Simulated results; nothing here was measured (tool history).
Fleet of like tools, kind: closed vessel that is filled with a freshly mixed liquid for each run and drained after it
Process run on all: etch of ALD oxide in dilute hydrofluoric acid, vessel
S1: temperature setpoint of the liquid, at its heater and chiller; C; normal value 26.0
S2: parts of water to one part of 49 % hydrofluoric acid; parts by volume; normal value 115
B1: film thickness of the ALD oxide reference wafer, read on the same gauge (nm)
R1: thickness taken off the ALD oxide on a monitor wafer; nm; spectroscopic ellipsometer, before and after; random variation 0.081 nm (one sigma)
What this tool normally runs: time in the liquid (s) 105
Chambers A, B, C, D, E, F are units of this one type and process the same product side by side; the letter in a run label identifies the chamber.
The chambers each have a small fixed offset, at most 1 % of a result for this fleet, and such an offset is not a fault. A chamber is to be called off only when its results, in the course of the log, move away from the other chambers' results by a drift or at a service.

Run 1B, hour 9.4: usual settings; B1 50.016. Result: R1 15.2460 nm.
Run 2E, hour 24.2: usual settings; B1 49.982. Result: R1 15.3270 nm.
Run 3C, hour 33.2: usual settings; B1 49.978. Result: R1 15.3050 nm.
Run 4A, hour 46.6: usual settings; B1 50.003. Result: R1 15.5020 nm.
Run 5F, hour 60.3: usual settings; B1 49.999. Result: R1 15.4020 nm.
Run 6D, hour 75.1: usual settings; B1 49.991. Result: R1 15.4440 nm.
Run 7D, hour 82.7: usual settings; B1 50.030. Result: R1 15.4580 nm.
At hour 91.5: chamber E: thermometer replaced.
Run 8E, hour 96.1: usual settings; B1 50.017. Result: R1 15.2680 nm.
Run 9F, hour 104.1: usual settings; B1 49.990. Result: R1 15.4290 nm.
Run 10B, hour 111.9: usual settings; B1 50.015. Result: R1 15.1670 nm.
Run 11C, hour 119.2: usual settings; B1 50.012. Result: R1 15.5220 nm.
At hour 122.6: chamber A: thermometer replaced.
Run 12A, hour 130.7: usual settings; B1 49.993. Result: R1 15.5160 nm.
Run 13C, hour 144.2: usual settings; B1 49.999. Result: R1 15.3870 nm.
Run 14D, hour 155.6: usual settings but S1 23.0 C; B1 49.992. Result: R1 13.7660 nm.
Run 15F, hour 163.0: usual settings but S1 23.0 C; B1 49.991. Result: R1 13.6100 nm.
Run 16A, hour 170.5: usual settings but S1 23.0 C; B1 50.013. Result: R1 13.7390 nm.
Run 17E, hour 184.4: usual settings but S1 23.0 C; B1 49.990. Result: R1 13.7370 nm.
Run 18B, hour 194.9: usual settings but S1 23.0 C; B1 49.977. Result: R1 13.7030 nm.
Run 19C, hour 204.5: usual settings but S1 23.0 C; B1 50.006. Result: R1 13.9830 nm.
At hour 207.8: chamber F: thermometer replaced.
Run 20B, hour 212.6: usual settings; B1 49.991. Result: R1 15.4850 nm.
Run 21F, hour 222.5: usual settings; B1 49.974. Result: R1 15.2280 nm.
Run 22A, hour 237.1: usual settings; B1 49.990. Result: R1 15.3900 nm.
Run 23E, hour 249.9: usual settings; B1 50.016. Result: R1 15.2600 nm.
Run 24D, hour 262.2: usual settings but S1 29.5 C, time in the liquid (s) 65; B1 49.989. Result: R1 10.9040 nm.
At hour 270.3: chamber A: hydrofluoric acid flow meter replaced.
Run 25A, hour 271.0: usual settings but S1 29.5 C, time in the liquid (s) 65; B1 49.999. Result: R1 10.8740 nm.
Run 26F, hour 278.6: usual settings but S1 29.5 C, time in the liquid (s) 65; B1 50.016. Result: R1 10.7880 nm.
Run 27D, hour 289.4: usual settings but S1 29.5 C, time in the liquid (s) 65; B1 49.992. Result: R1 10.8560 nm.
Run 28C, hour 299.8: usual settings but S1 29.5 C, time in the liquid (s) 65; B1 49.981. Result: R1 11.0890 nm.
Run 29B, hour 311.9: usual settings but S1 29.5 C, time in the liquid (s) 65; B1 50.017. Result: R1 10.8650 nm.
Run 30E, hour 321.6: usual settings; B1 50.009. Result: R1 15.5190 nm.
Run 31E, hour 334.4: usual settings; B1 50.030. Result: R1 15.2870 nm.
Run 32D, hour 342.7: usual settings but S1 21.5 C, S2 150 parts by volume; B1 49.983. Result: R1 9.5610 nm.
Run 33B, hour 350.4: usual settings but S1 21.5 C, S2 150 parts by volume; B1 49.995. Result: R1 9.4359 nm.
Run 34C, hour 361.6: usual settings but S1 21.5 C, S2 150 parts by volume; B1 49.993. Result: R1 10.0130 nm.
Run 35F, hour 373.1: usual settings but S1 21.5 C, S2 150 parts by volume; B1 50.013. Result: R1 9.5654 nm.
Run 36A, hour 386.0: usual settings but S1 21.5 C, S2 150 parts by volume; B1 50.012. Result: R1 9.5594 nm.
Run 37A, hour 394.2: usual settings but S1 21.5 C, S2 150 parts by volume; B1 49.994. Result: R1 9.5894 nm.
Run 38E, hour 403.2: usual settings; B1 49.989. Result: R1 15.3210 nm.

All chambers now run identical settings, listed one chamber a line with results as question marks. What results will each chamber show?
Run 39A, hour 414.3: usual settings but time in the liquid (s) 150. Result: R1 ?.
Run 39B, hour 414.3: usual settings but time in the liquid (s) 150. Result: R1 ?.
Run 39C, hour 414.3: usual settings but time in the liquid (s) 150. Result: R1 ?.
Run 39D, hour 414.3: usual settings but time in the liquid (s) 150. Result: R1 ?.
Run 39E, hour 414.3: usual settings but time in the liquid (s) 150. Result: R1 ?.
Run 39F, hour 414.3: usual settings but time in the liquid (s) 150. Result: R1 ?.

run       R1
39A  22.0180
39B  21.8780
39C  23.0880
39D  22.0690
39E  21.7860
39F  21.9910
